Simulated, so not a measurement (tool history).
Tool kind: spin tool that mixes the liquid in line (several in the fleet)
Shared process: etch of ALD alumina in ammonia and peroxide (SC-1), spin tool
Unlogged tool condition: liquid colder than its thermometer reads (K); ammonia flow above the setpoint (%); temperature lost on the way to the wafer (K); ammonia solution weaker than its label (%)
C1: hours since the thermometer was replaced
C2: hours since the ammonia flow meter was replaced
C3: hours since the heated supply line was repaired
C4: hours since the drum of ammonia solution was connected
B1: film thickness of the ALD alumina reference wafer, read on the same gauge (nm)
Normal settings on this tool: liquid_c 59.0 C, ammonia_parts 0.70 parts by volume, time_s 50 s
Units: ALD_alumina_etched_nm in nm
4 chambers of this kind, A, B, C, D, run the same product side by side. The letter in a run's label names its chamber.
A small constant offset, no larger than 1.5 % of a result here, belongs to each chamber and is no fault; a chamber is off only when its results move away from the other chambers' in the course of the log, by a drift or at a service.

Run 1D, hour 2.9: usual settings; C1 10.8; C2 120.4; C3 463.9; C4 103.1; B1 40.029. Result: ALD_alumina_etched_nm 6.4069 nm.
Run 2B, hour 7.5: usual settings; C1 1287.0; C2 1149.9; C3 971.8; C4 29.2; B1 40.010. Result: ALD_alumina_etched_nm 6.3161 nm.
Run 3A, hour 11.2: usual settings; C1 43.0; C2 524.6; C3 1516.4; C4 809.9; B1 40.021. Result: ALD_alumina_etched_nm 6.2630 nm.
At hour 13.2: chamber B: heated supply line repaired.
Run 4C, hour 15.0: usual settings; C1 2824.4; C2 517.8; C3 737.6; C4 473.4; B1 40.021. Result: ALD_alumina_etched_nm 6.3488 nm.
Run 5C, hour 17.5: usual settings; C1 2826.9; C2 520.3; C3 740.1; C4 475.9; B1 39.976. Result: ALD_alumina_etched_nm 6.2178 nm.
Run 6D, hour 20.8: usual settings; C1 28.7; C2 138.3; C3 481.8; C4 121.0; B1 40.009. Result: ALD_alumina_etched_nm 6.2806 nm.
Run 7A, hour 24.3: usual settings; C1 56.1; C2 537.7; C3 1529.5; C4 823.0; B1 40.018. Result: ALD_alumina_etched_nm 6.3599 nm.
Run 8B, hour 26.5: usual settings; C1 1306.0; C2 1168.9; C3 13.4; C4 48.2; B1 39.988. Result: ALD_alumina_etched_nm 6.2204 nm.
Run 9C, hour 30.6: usual settings; C1 2840.0; C2 533.4; C3 753.2; C4 489.0; B1 40.001. Result: ALD_alumina_etched_nm 6.2950 nm.
Run 10A, hour 34.7: usual settings; C1 66.5; C2 548.1; C3 1539.9; C4 833.4; B1 39.973. Result: ALD_alumina_etched_nm 6.2212 nm.
Run 11D, hour 39.1: usual settings but ammonia_parts 0.80 parts by volume; C1 47.0; C2 156.6; C3 500.1; C4 139.3; B1 39.965. Result: ALD_alumina_etched_nm 6.4485 nm.
Run 12B, hour 41.4: usual settings but ammonia_parts 0.80 parts by volume; C1 1320.9; C2 1183.8; C3 28.3; C4 63.1; B1 39.985. Result: ALD_alumina_etched_nm 6.2749 nm.
Run 13A, hour 43.9: usual settings but ammonia_parts 0.80 parts by volume; C1 75.7; C2 557.3; C3 1549.1; C4 842.6; B1 40.000. Result: ALD_alumina_etched_nm 6.2592 nm.
Run 14B, hour 48.5: usual settings but ammonia_parts 0.80 parts by volume; C1 1328.0; C2 1190.9; C3 35.4; C4 70.2; B1 39.987. Result: ALD_alumina_etched_nm 6.4098 nm.
Run 15D, hour 51.9: usual settings; C1 59.8; C2 169.4; C3 512.9; C4 152.1; B1 39.999. Result: ALD_alumina_etched_nm 6.2864 nm.
Run 16C, hour 54.7: usual settings but liquid_c 63.0 C; C1 2864.1; C2 557.5; C3 777.3; C4 513.1; B1 40.006. Result: ALD_alumina_etched_nm 7.7144 nm.
Run 17D, hour 58.9: usual settings but liquid_c 63.0 C; C1 66.8; C2 176.4; C3 519.9; C4 159.1; B1 40.023. Result: ALD_alumina_etched_nm 7.7766 nm.
Run 18A, hour 62.8: usual settings but liquid_c 63.0 C; C1 94.6; C2 576.2; C3 1568.0; C4 861.5; B1 39.992. Result: ALD_alumina_etched_nm 7.7213 nm.
At hour 64.2: chamber C: thermometer replaced.
Run 19B, hour 65.1: usual settings but liquid_c 63.0 C; C1 1344.6; C2 1207.5; C3 52.0; C4 86.8; B1 40.002. Result: ALD_alumina_etched_nm 7.6622 nm.
Run 20C, hour 68.7: usual settings; C1 4.6; C2 571.5; C3 791.3; C4 527.1; B1 39.955. Result: ALD_alumina_etched_nm 6.1587 nm.
Run 21A, hour 73.7: usual settings; C1 105.5; C2 587.1; C3 1578.9; C4 872.4; B1 39.971. Result: ALD_alumina_etched_nm 6.2645 nm.
Run 22D, hour 77.1: usual settings; C1 85.0; C2 194.6; C3 538.1; C4 177.3; B1 39.995. Result: ALD_alumina_etched_nm 6.3428 nm.
Run 23C, hour 80.2: usual settings; C1 16.1; C2 583.0; C3 802.8; C4 538.6; B1 39.996. Result: ALD_alumina_etched_nm 6.3209 nm.
Run 24B, hour 84.4: usual settings but liquid_c 50.5 C, time_s 70 s; C1 1363.9; C2 1226.8; C3 71.3; C4 106.1; B1 40.002. Result: ALD_alumina_etched_nm 5.6485 nm.
Run 25D, hour 87.9: usual settings but liquid_c 50.5 C, time_s 70 s; C1 95.8; C2 205.4; C3 548.9; C4 188.1; B1 40.020. Result: ALD_alumina_etched_nm 5.6186 nm.
Run 26B, hour 92.3: usual settings but liquid_c 50.5 C, time_s 70 s; C1 1371.8; C2 1234.7; C3 79.2; C4 114.0; B1 40.010. Result: ALD_alumina_etched_nm 5.5345 nm.
Run 27C, hour 94.5: usual settings but liquid_c 50.5 C, time_s 70 s; C1 30.4; C2 597.3; C3 817.1; C4 552.9; B1 40.019. Result: ALD_alumina_etched_nm 5.4717 nm.
Run 28A, hour 97.6: usual settings; C1 129.4; C2 611.0; C3 1602.8; C4 896.3; B1 40.010. Result: ALD_alumina_etched_nm 6.3102 nm.
Run 29D, hour 101.3: usual settings; C1 109.2; C2 218.8; C3 562.3; C4 201.5; B1 40.027. Result: ALD_alumina_etched_nm 6.3370 nm.
Run 30B, hour 106.1: usual settings; C1 1385.6; C2 1248.5; C3 93.0; C4 127.8; B1 39.980. Result: ALD_alumina_etched_nm 6.2458 nm.
Run 31A, hour 109.0: usual settings; C1 140.8; C2 622.4; C3 1614.2; C4 907.7; B1 40.022. Result: ALD_alumina_etched_nm 6.3426 nm.
Run 32C, hour 113.0: usual settings; C1 48.9; C2 615.8; C3 835.6; C4 571.4; B1 39.999. Result: ALD_alumina_etched_nm 6.2229 nm.
Run 33B, hour 115.4: usual settings; C1 1394.9; C2 1257.8; C3 102.3; C4 137.1; B1 39.949. Result: ALD_alumina_etched_nm 6.2578 nm.
Run 34D, hour 117.9: usual settings; C1 125.8; C2 235.4; C3 578.9; C4 218.1; B1 40.006. Result: ALD_alumina_etched_nm 6.2884 nm.
Run 35A, hour 120.2: usual settings; C1 152.0; C2 633.6; C3 1625.4; C4 918.9; B1 39.968. Result: ALD_alumina_etched_nm 6.2829 nm.
Run 36C, hour 122.9: usual settings; C1 58.8; C2 625.7; C3 845.5; C4 581.3; B1 39.989. Result: ALD_alumina_etched_nm 6.3650 nm.
Run 37C, hour 126.9: usual settings; C1 62.8; C2 629.7; C3 849.5; C4 585.3; B1 40.016. Result: ALD_alumina_etched_nm 6.2958 nm.
Run 38B, hour 129.2: usual settings but ammonia_parts 0.95 parts by volume; C1 1408.7; C2 1271.6; C3 116.1; C4 150.9; B1 39.959. Result: ALD_alumina_etched_nm 6.2950 nm.
Run 39D, hour 132.7: usual settings but ammonia_parts 0.95 parts by volume; C1 140.6; C2 250.2; C3 593.7; C4 232.9; B1 40.005. Result: ALD_alumina_etched_nm 6.4630 nm.
Run 40A, hour 135.3: usual settings but ammonia_parts 0.95 parts by volume; C1 167.1; C2 648.7; C3 1640.5; C4 934.0; B1 39.988. Result: ALD_alumina_etched_nm 6.5711 nm.
Run 41B, hour 138.0: usual settings but ammonia_parts 0.95 parts by volume; C1 1417.5; C2 1280.4; C3 124.9; C4 159.7; B1 40.001. Result: ALD_alumina_etched_nm 6.4544 nm.
Run 42D, hour 143.2: usual settings; C1 151.1; C2 260.7; C3 604.2; C4 243.4; B1 40.025. Result: ALD_alumina_etched_nm 6.3373 nm.
Run 43C, hour 148.1: usual settings; C1 84.0; C2 650.9; C3 870.7; C4 606.5; B1 40.004. Result: ALD_alumina_etched_nm 6.2795 nm.
Run 44A, hour 150.7: usual settings but liquid_c 51.0 C, time_s 35 s; C1 182.5; C2 664.1; C3 1655.9; C4 949.4; B1 40.007. Result: ALD_alumina_etched_nm 2.9040 nm.

Predict what each chamber gives when all 4 of them run the settings below next.
Run 45A, hour 154.4: usual settings. Result: ALD_alumina_etched_nm ?.
Run 45B, hour 154.4: usual settings. Result: ALD_alumina_etched_nm ?.
Run 45C, hour 154.4: usual settings. Result: ALD_alumina_etched_nm ?.
Run 45D, hour 154.4: usual settings. Result: ALD_alumina_etched_nm ?.

run  ALD_alumina_etched_nm
45A                 6.3394
45B                 6.1693
45C                 6.2394
45D                 6.2980
